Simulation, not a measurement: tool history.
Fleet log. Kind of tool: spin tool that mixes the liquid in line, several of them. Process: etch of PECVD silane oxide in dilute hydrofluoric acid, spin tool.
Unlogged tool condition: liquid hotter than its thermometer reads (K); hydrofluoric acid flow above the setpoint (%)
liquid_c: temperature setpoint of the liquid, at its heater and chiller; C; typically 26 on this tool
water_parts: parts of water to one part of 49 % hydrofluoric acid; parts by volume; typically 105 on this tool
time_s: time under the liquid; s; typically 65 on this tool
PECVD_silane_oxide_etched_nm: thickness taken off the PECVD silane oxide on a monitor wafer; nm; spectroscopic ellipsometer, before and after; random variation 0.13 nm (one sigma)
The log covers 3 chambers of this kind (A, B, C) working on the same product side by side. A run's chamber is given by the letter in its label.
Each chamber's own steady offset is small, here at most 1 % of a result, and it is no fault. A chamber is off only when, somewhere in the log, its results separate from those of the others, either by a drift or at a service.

| run | hour | liquid_c | water_parts | time_s | hours since the thermometer was replaced | hours since the hydrofluoric acid flow meter was replaced | read-back film thickness of the PECVD silane oxide reference wafer, read on the same gauge (nm) | PECVD_silane_oxide_etched_nm |
|---|---|---|---|---|---|---|---|---|
| 1A | 5.5 | 26 | 105 | 65 | 420.2 | 576.2 | 50.053 | 16.171 |
| 2C | 12.8 | 26 | 105 | 65 | 1799.4 | 712.6 | 49.986 | 16.07 |
| 3B | 23.3 | 26 | 105 | 65 | 890.2 | 444.7 | 49.993 | 15.935 |
| 4A | 32.1 | 26 | 105 | 65 | 446.8 | 602.8 | 49.996 | 16.126 |
| 5C | 39.8 | 29 | 80 | 65 | 1826.4 | 739.6 | 49.995 | 24.702 |
| 6B | 46.9 | 29 | 80 | 65 | 913.8 | 468.3 | 50.005 | 24.356 |
| 7A | 53.8 | 29 | 80 | 65 | 468.5 | 624.5 | 49.965 | 24.364 |
| 8C | 64.3 | 26 | 105 | 65 | 1850.9 | 764.1 | 50.02 | 15.768 |
| 9B | 70.5 | 26 | 105 | 65 | 937.4 | 491.9 | 49.983 | 15.704 |
| 10B | 75.8 | 26 | 105 | 65 | 942.7 | 497.2 | 50.009 | 15.701 |
| 11C | 85.5 | 28.5 | 105 | 35 | 1872.1 | 785.3 | 49.976 | 9.5766 |
|  | 93.6 | chamber B: hydrofluoric acid flow meter replaced |
| 12A | 95.9 | 28.5 | 105 | 35 | 510.6 | 666.6 | 49.969 | 9.4985 |
| 13B | 103.1 | 28.5 | 105 | 35 | 970 | 9.5 | 49.95 | 9.2349 |
| 14A | 113.6 | 26 | 105 | 65 | 528.3 | 684.3 | 49.965 | 16.026 |
| 15C | 120.9 | 26 | 105 | 65 | 1907.5 | 820.7 | 49.969 | 15.891 |
| 16B | 126 | 26 | 105 | 65 | 992.9 | 32.4 | 50.024 | 15.898 |
| 17A | 131.7 | 26 | 105 | 65 | 546.4 | 702.4 | 49.958 | 16.219 |
| 18C | 136.9 | 26 | 105 | 65 | 1923.5 | 836.7 | 49.981 | 16.14 |
| 19B | 144.1 | 26 | 105 | 65 | 1011 | 50.5 | 50.044 | 15.83 |
| 20A | 152 | 26 | 105 | 65 | 566.7 | 722.7 | 50.008 | 16.409 |
| 21C | 160 | 26 | 105 | 65 | 1946.6 | 859.8 | 49.989 | 15.981 |
| 22C | 168.8 | 26 | 105 | 65 | 1955.4 | 868.6 | 50.039 | 15.969 |
| 23B | 176.9 | 26 | 105 | 65 | 1043.8 | 83.3 | 50.062 | 15.842 |
| 24A | 188 | 26 | 105 | 65 | 602.7 | 758.7 | 50.021 | 16.308 |
| 25C | 196.1 | 26 | 105 | 65 | 1982.7 | 895.9 | 50.016 | 16.172 |
| 26A | 203.2 | 26 | 105 | 65 | 617.9 | 773.9 | 49.979 | 16.385 |
| 27B | 212.4 | 26 | 105 | 65 | 1079.3 | 118.8 | 49.975 | 15.652 |
| 28C | 221.6 | 26 | 125 | 65 | 2008.2 | 921.4 | 49.971 | 13.086 |
| 29B | 230.3 | 26 | 125 | 65 | 1097.2 | 136.7 | 50.01 | 12.782 |
| 30A | 236.7 | 26 | 125 | 65 | 651.4 | 807.4 | 50.017 | 13.885 |
| 31A | 247.4 | 23.5 | 105 | 80 | 662.1 | 818.1 | 49.951 | 18.667 |
| 32B | 253.9 | 23.5 | 105 | 80 | 1120.8 | 160.3 | 49.959 | 17.666 |
| 33C | 264 | 23.5 | 105 | 80 | 2050.6 | 963.8 | 50.002 | 17.93 |
| 34C | 275 | 26 | 105 | 65 | 2061.6 | 974.8 | 50.009 | 16.037 |
| 35B | 285 | 26 | 105 | 65 | 1151.9 | 191.4 | 50.023 | 15.802 |
| 36A | 292 | 30.5 | 105 | 65 | 706.7 | 862.7 | 50.025 | 19.793 |
| 37B | 297.8 | 30.5 | 105 | 65 | 1164.7 | 204.2 | 50.013 | 18.637 |
| 38A | 302.9 | 30.5 | 105 | 65 | 717.6 | 873.6 | 50.062 | 19.929 |
| 39C | 313.8 | 26 | 105 | 65 | 2100.4 | 1013.6 | 49.96 | 16.107 |
| 40B | 322 | 26 | 105 | 65 | 1188.9 | 228.4 | 50.017 | 15.809 |
| 41A | 331 | 26 | 105 | 65 | 745.7 | 901.7 | 50.007 | 17.066 |

For the next run the whole fleet of 3 chambers uses the same settings. Give each chamber's results:
| 42A | 338.9 | 26 | 105 | 65 |  |  |  | ? |
| 42B | 338.9 | 26 | 105 | 65 |  |  |  | ? |
| 42C | 338.9 | 26 | 105 | 65 |  |  |  | ? |

| run | PECVD_silane_oxide_etched_nm |
|---|---|
| 42A | 17.282 |
| 42B | 15.941 |
| 42C | 16.098 |
